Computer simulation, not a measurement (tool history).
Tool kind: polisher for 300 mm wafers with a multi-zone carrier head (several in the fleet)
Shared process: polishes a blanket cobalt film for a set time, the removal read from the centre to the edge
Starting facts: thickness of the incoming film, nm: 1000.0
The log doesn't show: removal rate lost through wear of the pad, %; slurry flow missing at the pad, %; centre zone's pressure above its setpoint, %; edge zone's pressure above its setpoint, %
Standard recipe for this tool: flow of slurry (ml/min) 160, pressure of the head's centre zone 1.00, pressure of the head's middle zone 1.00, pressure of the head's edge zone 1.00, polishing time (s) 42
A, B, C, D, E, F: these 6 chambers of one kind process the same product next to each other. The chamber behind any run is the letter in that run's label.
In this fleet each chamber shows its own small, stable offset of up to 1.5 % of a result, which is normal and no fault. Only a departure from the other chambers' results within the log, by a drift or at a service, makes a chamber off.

| run | day | flow of slurry (ml/min) | pressure of the head's centre zone | pressure of the head's middle zone | pressure of the head's edge zone | polishing time (s) | wafers polished on this pad | hours since the slurry nozzle was cleaned | hours since the centre zone pressure was calibrated | hours since the edge zone pressure was calibrated | film removed at the wafer's centre (Å) | film removed at mid-radius (Å) | film removed at the wafer's edge (Å) |
|---|---|---|---|---|---|---|---|---|---|---|---|---|---|
|  | 0.004 | chamber E: slurry nozzle cleaned |
|  | 0.325 | chamber C: worn pad replaced by a new one |
| 1E | 0.529 | 160 | 1.00 | 1.00 | 1.00 | 42 | 664 | 12.6 | 559.1 | 216.1 | 2229.9 | 2261.8 | 2262.3 |
|  | 0.542 | chamber A: worn pad replaced by a new one |
| 2C | 0.912 | 160 | 1.00 | 1.00 | 1.00 | 42 | 181 | 84.5 | 406.1 | 422.5 | 2225.0 | 2306.1 | 2240.5 |
|  | 1.075 | chamber E: worn pad replaced by a new one |
| 3A | 1.383 | 160 | 1.00 | 1.00 | 1.00 | 42 | 259 | 48.0 | 180.1 | 351.1 | 2246.7 | 2272.5 | 2240.0 |
|  | 1.412 | chamber F: worn pad replaced by a new one |
| 4D | 1.654 | 160 | 1.00 | 1.00 | 1.00 | 42 | 985 | 285.4 | 911.5 | 224.5 | 2249.8 | 2345.1 | 2338.9 |
|  | 2.167 | chamber F: edge zone pressure recalibrated |
| 5B | 2.175 | 160 | 1.00 | 1.00 | 1.00 | 42 | 1172 | 368.3 | 558.8 | 347.6 | 2296.8 | 2257.8 | 2306.6 |
|  | 2.229 | chamber B: worn pad replaced by a new one |
| 6F | 2.550 | 160 | 1.00 | 1.00 | 1.00 | 42 | 350 | 197.1 | 433.1 | 9.2 | 2260.8 | 2269.9 | 2241.4 |
| 7E | 2.908 | 160 | 1.00 | 1.00 | 1.00 | 42 | 563 | 69.7 | 616.2 | 273.2 | 2236.7 | 2287.6 | 2334.0 |
|  | 3.300 | chamber C: worn pad replaced by a new one |
| 8C | 3.442 | 160 | 1.00 | 1.00 | 1.00 | 42 | 43 | 145.2 | 466.8 | 483.2 | 2251.7 | 2239.6 | 2272.1 |
|  | 3.546 | chamber D: worn pad replaced by a new one |
|  | 3.762 | chamber A: worn pad replaced by a new one |
|  | 3.908 | chamber E: worn pad replaced by a new one |
| 9A | 3.921 | 160 | 1.00 | 1.00 | 1.00 | 42 | 48 | 108.9 | 241.0 | 412.0 | 2249.1 | 2308.0 | 2273.8 |
| 10D | 4.225 | 160 | 1.00 | 1.00 | 1.00 | 42 | 208 | 347.1 | 973.2 | 286.2 | 2279.8 | 2301.0 | 2286.0 |
|  | 4.471 | chamber F: worn pad replaced by a new one |
| 11B | 4.588 | 160 | 1.00 | 1.00 | 1.00 | 42 | 725 | 426.2 | 616.7 | 405.5 | 2264.0 | 2241.9 | 2263.1 |
| 12F | 4.992 | 160 | 1.00 | 1.00 | 1.00 | 42 | 161 | 255.7 | 491.7 | 67.8 | 2277.8 | 2271.8 | 2250.6 |
|  | 5.083 | chamber D: slurry nozzle cleaned |
|  | 5.229 | chamber E: centre zone pressure recalibrated |
|  | 5.292 | chamber B: worn pad replaced by a new one |
| 13E | 5.358 | 160 | 1.00 | 1.00 | 1.00 | 42 | 446 | 128.5 | 3.1 | 332.0 | 2245.0 | 2290.6 | 2245.7 |
| 14F | 5.688 | 160 | 0.90 | 1.00 | 1.08 | 42 | 374 | 272.4 | 508.4 | 84.5 | 2039.5 | 2269.5 | 2370.3 |
| 15A | 6.133 | 160 | 0.90 | 1.00 | 1.08 | 42 | 728 | 162.0 | 294.1 | 465.1 | 2002.2 | 2286.8 | 2359.7 |
|  | 6.438 | chamber C: worn pad replaced by a new one |
|  | 6.642 | chamber E: worn pad replaced by a new one |
| 16B | 6.675 | 160 | 0.90 | 1.00 | 1.08 | 42 | 426 | 476.3 | 666.8 | 455.6 | 2032.2 | 2270.0 | 2380.5 |
|  | 6.746 | chamber A: worn pad replaced by a new one |
| 17D | 7.250 | 160 | 0.90 | 1.00 | 1.08 | 42 | 1138 | 52.0 | 1045.8 | 358.8 | 2022.2 | 2305.4 | 2420.2 |
|  | 7.467 | chamber D: worn pad replaced by a new one |
| 18C | 7.621 | 160 | 0.90 | 1.00 | 1.08 | 42 | 363 | 245.5 | 567.1 | 583.5 | 1989.3 | 2270.9 | 2428.2 |
|  | 7.854 | chamber F: worn pad replaced by a new one |
|  | 7.996 | chamber B: slurry nozzle cleaned |
| 19C | 8.046 | 160 | 0.90 | 1.00 | 1.08 | 42 | 494 | 255.7 | 577.3 | 593.7 | 1989.8 | 2223.9 | 2339.2 |
| 20D | 8.321 | 160 | 1.00 | 1.00 | 1.00 | 42 | 262 | 77.7 | 1071.5 | 384.5 | 2257.6 | 2329.4 | 2317.9 |
| 21F | 8.704 | 160 | 1.00 | 1.00 | 1.00 | 42 | 261 | 344.8 | 580.8 | 156.9 | 2248.3 | 2237.1 | 2275.6 |
|  | 9.008 | chamber B: worn pad replaced by a new one |
| 22E | 9.067 | 160 | 1.00 | 1.00 | 1.00 | 42 | 745 | 217.5 | 92.1 | 421.0 | 2248.7 | 2301.1 | 2213.1 |
| 23B | 9.408 | 160 | 1.00 | 1.00 | 1.00 | 42 | 122 | 34.0 | 732.4 | 521.2 | 2275.0 | 2282.1 | 2354.4 |
|  | 9.462 | chamber A: worn pad replaced by a new one |
|  | 9.583 | chamber C: worn pad replaced by a new one |
| 24A | 9.746 | 160 | 1.00 | 1.00 | 1.00 | 42 | 87 | 248.7 | 380.8 | 551.8 | 2237.0 | 2270.7 | 2264.3 |
|  | 9.892 | chamber E: worn pad replaced by a new one |
| 25A | 10.275 | 160 | 1.00 | 1.00 | 1.00 | 42 | 250 | 261.4 | 393.5 | 564.5 | 2241.5 | 2293.3 | 2205.5 |
| 26D | 10.567 | 160 | 1.00 | 1.00 | 1.00 | 42 | 952 | 131.6 | 1125.4 | 438.4 | 2284.6 | 2325.4 | 2285.6 |
| 27E | 10.862 | 160 | 1.00 | 1.00 | 1.00 | 42 | 299 | 260.6 | 135.2 | 464.1 | 2256.8 | 2249.3 | 2259.7 |
|  | 10.904 | chamber F: worn pad replaced by a new one |
|  | 10.979 | chamber E: edge zone pressure recalibrated |
| 28F | 11.392 | 160 | 1.00 | 1.00 | 1.00 | 42 | 150 | 409.3 | 645.3 | 221.4 | 2263.5 | 2268.3 | 2270.1 |
| 29C | 11.912 | 160 | 1.00 | 1.00 | 1.00 | 42 | 715 | 348.5 | 670.1 | 686.5 | 2233.7 | 2248.8 | 2277.8 |
|  | 12.062 | chamber A: worn pad replaced by a new one |
|  | 12.117 | chamber D: worn pad replaced by a new one |
| 30B | 12.171 | 160 | 1.00 | 1.00 | 1.00 | 42 | 971 | 100.3 | 798.7 | 587.5 | 2284.5 | 2288.8 | 2298.6 |
|  | 12.504 | chamber B: worn pad replaced by a new one |
|  | 12.642 | chamber C: slurry nozzle cleaned |
| 31A | 12.758 | 160 | 1.00 | 1.00 | 1.00 | 42 | 214 | 321.0 | 453.1 | 624.1 | 2227.6 | 2288.1 | 2269.1 |
|  | 12.783 | chamber E: worn pad replaced by a new one |
|  | 12.842 | chamber C: worn pad replaced by a new one |
| 32E | 13.108 | 160 | 1.00 | 1.00 | 1.00 | 42 | 101 | 314.5 | 189.1 | 51.2 | 2264.9 | 2285.2 | 2285.8 |
| 33D | 13.379 | 160 | 0.94 | 1.06 | 1.00 | 42 | 388 | 199.1 | 1192.9 | 505.9 | 2136.9 | 2399.2 | 2287.7 |
| 34C | 13.658 | 160 | 0.94 | 1.06 | 1.00 | 42 | 250 | 24.4 | 712.0 | 728.4 | 2102.5 | 2370.5 | 2241.9 |
|  | 13.950 | chamber F: worn pad replaced by a new one |
| 35B | 13.962 | 160 | 0.94 | 1.06 | 1.00 | 42 | 448 | 143.3 | 841.7 | 630.5 | 2140.9 | 2413.3 | 2286.0 |
| 36F | 14.425 | 160 | 0.94 | 1.06 | 1.00 | 42 | 146 | 482.1 | 718.1 | 294.2 | 2122.6 | 2386.8 | 2314.4 |
| 37E | 14.979 | 160 | 0.94 | 1.06 | 1.00 | 42 | 675 | 359.4 | 234.0 | 96.1 | 2108.5 | 2375.5 | 2256.1 |

Read the log: is a single chamber off, either drifting away or since a service, is the gauge that measures every chamber drifting, or is nothing wrong beyond small per-chamber offsets? Name any odd chamber and what most likely caused it.

The fleet is healthy, with each chamber sitting at its usual small offset and no drift in the gauge.
